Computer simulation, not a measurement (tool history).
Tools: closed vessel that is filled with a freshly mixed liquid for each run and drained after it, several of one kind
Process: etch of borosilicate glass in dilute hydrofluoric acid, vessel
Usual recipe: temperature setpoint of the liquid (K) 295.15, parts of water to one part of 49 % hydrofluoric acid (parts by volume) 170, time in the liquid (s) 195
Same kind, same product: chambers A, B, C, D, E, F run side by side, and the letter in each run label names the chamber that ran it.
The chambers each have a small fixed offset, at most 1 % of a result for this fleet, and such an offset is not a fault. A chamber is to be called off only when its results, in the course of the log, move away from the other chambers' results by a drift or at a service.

run	day	temperature setpoint of the liquid (K)	parts of water to one part of 49 % hydrofluoric acid (parts by volume)	time in the liquid (s)	read-back film thickness of the borosilicate glass reference wafer, read on the same gauge (nm)	thickness taken off the borosilicate glass on a monitor wafer (Å)
1A	0.104	295.15	170	195	29.993	322.52
2B	0.271	295.15	170	195	30.020	325.42
3F	0.358	295.15	170	195	29.984	323.07
4C	0.492	295.15	170	195	29.964	322.01
5E	0.646	295.15	170	195	29.978	319.76
6D	0.767	295.15	170	195	29.950	323.93
7F	0.917	295.15	170	195	29.998	322.15
8A	1.067	295.15	170	195	29.984	319.89
9D	1.154	295.15	170	195	29.968	322.58
# day 1.183: chamber E: hydrofluoric acid flow meter replaced
10B	1.250	295.15	170	195	30.023	322.56
11E	1.358	295.15	170	195	30.025	318.94
12C	1.462	295.15	170	195	30.023	321.00
# day 1.562: chamber F: thermometer replaced
13F	1.596	291.65	250	195	30.025	179.14
14C	1.708	291.65	250	195	29.978	177.02
15A	1.833	291.65	250	195	29.985	176.90
16B	1.942	291.65	250	195	29.990	176.83
17E	2.062	291.65	250	195	30.014	176.15
18D	2.192	291.65	250	195	30.065	175.42
19F	2.354	295.15	170	195	30.001	326.66
20D	2.488	295.15	170	195	30.046	325.18
21E	2.617	295.15	170	195	30.044	320.60
22C	2.733	295.15	170	195	29.991	320.48
23B	2.817	295.15	170	195	29.983	319.52
24A	2.946	295.15	170	195	30.020	321.81
25D	3.079	295.15	170	195	29.979	325.42
26A	3.175	295.15	170	195	29.999	323.67
27E	3.350	295.15	170	195	29.986	320.07
28B	3.438	295.15	170	195	30.046	319.43
29C	3.521	295.15	170	195	30.046	322.32
30F	3.608	295.15	170	195	30.028	322.87
31E	3.779	295.15	170	195	30.013	320.92
32B	3.917	295.15	170	195	29.992	317.47
33A	4.008	295.15	170	195	29.988	323.20
34F	4.108	295.15	170	195	30.000	323.12
35D	4.262	295.15	170	195	30.028	325.31
36C	4.421	295.15	170	195	30.028	320.30
37B	4.533	295.15	170	195	30.026	315.08
38F	4.617	295.15	170	195	30.045	323.22
39D	4.704	295.15	170	195	29.999	322.19
40E	4.825	295.15	170	195	29.987	320.03
41C	4.996	295.15	170	195	29.996	320.49

Next, every chamber runs the same settings. What will each give?
42A	5.125	295.15	170	125		?
42B	5.125	295.15	170	125		?
42C	5.125	295.15	170	125		?
42D	5.125	295.15	170	125		?
42E	5.125	295.15	170	125		?
42F	5.125	295.15	170	125		?

run	thickness taken off the borosilicate glass on a monitor wafer (Å)
42A	207.44
42B	200.46
42C	203.31
42D	206.56
42E	206.43
42F	208.33

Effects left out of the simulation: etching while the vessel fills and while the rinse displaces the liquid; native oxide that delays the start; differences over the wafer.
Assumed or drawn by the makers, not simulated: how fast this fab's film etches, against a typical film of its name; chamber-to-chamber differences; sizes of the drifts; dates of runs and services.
